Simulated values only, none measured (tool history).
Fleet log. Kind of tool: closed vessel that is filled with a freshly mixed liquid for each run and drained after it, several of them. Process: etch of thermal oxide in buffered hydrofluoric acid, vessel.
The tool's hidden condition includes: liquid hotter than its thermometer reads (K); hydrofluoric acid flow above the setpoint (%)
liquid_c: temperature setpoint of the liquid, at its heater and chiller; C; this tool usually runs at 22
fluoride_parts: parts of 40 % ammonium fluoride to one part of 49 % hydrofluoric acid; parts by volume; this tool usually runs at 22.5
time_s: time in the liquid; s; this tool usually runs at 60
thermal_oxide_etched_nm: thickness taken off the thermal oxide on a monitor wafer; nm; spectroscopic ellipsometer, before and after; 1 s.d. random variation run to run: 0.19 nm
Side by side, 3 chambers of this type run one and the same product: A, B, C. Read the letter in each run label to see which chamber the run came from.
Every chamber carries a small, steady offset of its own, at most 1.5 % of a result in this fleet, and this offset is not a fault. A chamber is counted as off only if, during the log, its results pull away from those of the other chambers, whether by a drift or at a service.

run	hour	liquid_c	fluoride_parts	time_s	hours since the thermometer was replaced	hours since the hydrofluoric acid flow meter was replaced	read-back film thickness of the thermal oxide reference wafer, read on the same gauge (nm)	thermal_oxide_etched_nm
1B	5.0	22	22.5	60	1249.6	1569.3	30.041	29.160
2A	13.7	22	22.5	60	1249.1	488.3	29.997	29.396
3C	19.0	22	22.5	60	58.8	386.9	29.976	29.599
4B	27.7	22	22.5	60	1272.3	1592.0	29.995	29.038
5A	37.7	22	22.5	60	1273.1	512.3	30.040	29.049
6C	42.8	22	22.5	60	82.6	410.7	29.979	29.343
7B	50.1	22	22.5	60	1294.7	1614.4	30.022	28.853
8A	58.7	22	22.5	60	1294.1	533.3	29.983	29.245
9C	66.0	22	15.5	80	105.8	433.9	29.966	55.754
10A	76.0	22	15.5	80	1311.4	550.6	29.987	54.628
11C	81.9	22	15.5	80	121.7	449.8	30.057	55.382
12B	90.9	22	22.5	60	1335.5	1655.2	30.015	28.719
13A	96.3	22	22.5	60	1331.7	570.9	29.955	28.956
14C	101.8	22	22.5	60	141.6	469.7	29.992	29.637
15B	109.5	22	22.5	60	1354.1	1673.8	30.031	29.171
16A	115.7	22	22.5	60	1351.1	590.3	29.980	29.151
17B	125.0	22	22.5	60	1369.6	1689.3	29.967	29.151
18C	131.8	22	22.5	60	171.6	499.7	29.995	29.796
19A	138.2	22	22.5	60	1373.6	612.8	30.001	29.426
20C	146.4	22	22.5	60	186.2	514.3	29.997	29.818
21B	151.1	22	22.5	45	1395.7	1715.4	29.974	21.625
22C	156.0	22	22.5	45	195.8	523.9	29.991	22.106
23B	164.5	22	22.5	45	1409.1	1728.8	29.998	21.764
24A	174.1	22	22.5	60	1409.5	648.7	30.013	29.029
25C	184.3	22	22.5	60	224.1	552.2	30.063	29.480
26B	190.8	22	15.5	60	1435.4	1755.1	29.944	40.358
27A	201.1	22	15.5	60	1436.5	675.7	30.036	40.520
28B	209.7	22	15.5	60	1454.3	1774.0	29.980	40.210
29C	219.9	22	22.5	60	259.7	587.8	29.960	29.674
30A	224.5	22	22.5	60	1459.9	699.1	30.020	29.568
31A	233.5	22	22.5	60	1468.9	708.1	30.064	29.228
32C	241.5	24	22.5	45	281.3	609.4	30.020	24.798

For the next run the whole fleet of 3 chambers uses the same settings. Give each chamber's results:
33A	249.0	20	22.5	60				?
33B	249.0	20	22.5	60				?
33C	249.0	20	22.5	60				?

run	thermal_oxide_etched_nm
33A	26.396
33B	25.820
33C	26.163

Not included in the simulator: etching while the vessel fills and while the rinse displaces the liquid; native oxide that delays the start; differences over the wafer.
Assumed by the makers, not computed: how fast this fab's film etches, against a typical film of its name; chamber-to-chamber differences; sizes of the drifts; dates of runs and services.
